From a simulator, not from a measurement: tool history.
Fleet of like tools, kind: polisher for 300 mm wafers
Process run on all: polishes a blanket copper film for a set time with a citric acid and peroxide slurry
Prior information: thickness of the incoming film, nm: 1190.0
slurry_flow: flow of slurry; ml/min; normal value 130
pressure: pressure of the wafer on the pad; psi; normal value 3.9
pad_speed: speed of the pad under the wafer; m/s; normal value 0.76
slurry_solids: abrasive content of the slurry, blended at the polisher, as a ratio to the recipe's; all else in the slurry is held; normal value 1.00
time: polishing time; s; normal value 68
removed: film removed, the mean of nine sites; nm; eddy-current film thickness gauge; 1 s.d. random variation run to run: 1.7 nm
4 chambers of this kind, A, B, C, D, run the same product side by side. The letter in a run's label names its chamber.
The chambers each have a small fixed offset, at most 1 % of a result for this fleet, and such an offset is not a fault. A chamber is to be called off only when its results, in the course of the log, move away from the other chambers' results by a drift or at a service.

At hour 3.7: chamber C: worn pad replaced by a new one.
Run 1B, hour 6.9: usual settings. Result: removed 154.08 nm.
Run 2C, hour 17.2: usual settings. Result: removed 154.29 nm.
Run 3D, hour 28.8: usual settings. Result: removed 156.41 nm.
At hour 32.5: chamber D: worn pad replaced by a new one.
Run 4A, hour 41.3: usual settings. Result: removed 155.96 nm.
Run 5C, hour 51.2: usual settings. Result: removed 154.36 nm.
Run 6D, hour 61.2: usual settings. Result: removed 158.07 nm.
At hour 61.5: chamber C: slurry blender recalibrated.
At hour 63.3: chamber D: slurry blender recalibrated.
At hour 66.3: chamber B: slurry nozzle cleaned.
Run 7A, hour 76.0: usual settings but pad_speed 0.56 m/s, slurry_solids 1.25. Result: removed 122.04 nm.
At hour 77.0: chamber B: slurry blender recalibrated.
Run 8B, hour 84.3: usual settings but pad_speed 0.56 m/s, slurry_solids 1.25. Result: removed 123.68 nm.
At hour 88.3: chamber B: worn pad replaced by a new one.
At hour 97.7: chamber C: worn pad replaced by a new one.
Run 9D, hour 97.8: usual settings but pad_speed 0.56 m/s, slurry_solids 1.25. Result: removed 122.85 nm.
At hour 106.0: chamber D: slurry nozzle cleaned.
Run 10C, hour 106.1: usual settings but pad_speed 0.56 m/s, slurry_solids 1.25. Result: removed 117.02 nm.
Run 11A, hour 115.2: usual settings. Result: removed 159.15 nm.
Run 12B, hour 130.0: usual settings. Result: removed 156.04 nm.
At hour 134.2: chamber A: worn pad replaced by a new one.
Run 13C, hour 137.0: usual settings but slurry_flow 100 ml/min. Result: removed 138.17 nm.
At hour 138.2: chamber A: slurry nozzle cleaned.
Run 14D, hour 148.2: usual settings but slurry_flow 100 ml/min. Result: removed 145.49 nm.
Run 15B, hour 161.9: usual settings but slurry_flow 100 ml/min. Result: removed 144.50 nm.
Run 16A, hour 172.4: usual settings but slurry_flow 100 ml/min. Result: removed 148.53 nm.
Run 17D, hour 183.6: usual settings. Result: removed 155.41 nm.
Run 18C, hour 194.7: usual settings. Result: removed 145.96 nm.
At hour 196.2: chamber A: head pressure recalibrated.
At hour 196.9: chamber C: worn pad replaced by a new one.
At hour 198.3: chamber D: worn pad replaced by a new one.
At hour 203.9: chamber B: worn pad replaced by a new one.
At hour 205.8: chamber D: head pressure recalibrated.
Run 19A, hour 209.0: usual settings. Result: removed 155.81 nm.
Run 20B, hour 223.3: usual settings. Result: removed 156.24 nm.
Run 21D, hour 231.3: usual settings. Result: removed 155.43 nm.
Run 22A, hour 239.1: usual settings. Result: removed 153.66 nm.
At hour 243.6: chamber B: slurry blender recalibrated.
Run 23B, hour 248.8: usual settings. Result: removed 157.53 nm.
Run 24C, hour 259.8: usual settings. Result: removed 137.43 nm.
Run 25A, hour 271.8: usual settings. Result: removed 157.25 nm.

For the next run the whole fleet of 4 chambers uses the same settings. Give each chamber's results:
Run 26A, hour 282.5: usual settings. Result: removed ?.
Run 26B, hour 282.5: usual settings. Result: removed ?.
Run 26C, hour 282.5: usual settings. Result: removed ?.
Run 26D, hour 282.5: usual settings. Result: removed ?.

run  removed
26A   154.47
26B   155.04
26C   141.40
26D   153.62

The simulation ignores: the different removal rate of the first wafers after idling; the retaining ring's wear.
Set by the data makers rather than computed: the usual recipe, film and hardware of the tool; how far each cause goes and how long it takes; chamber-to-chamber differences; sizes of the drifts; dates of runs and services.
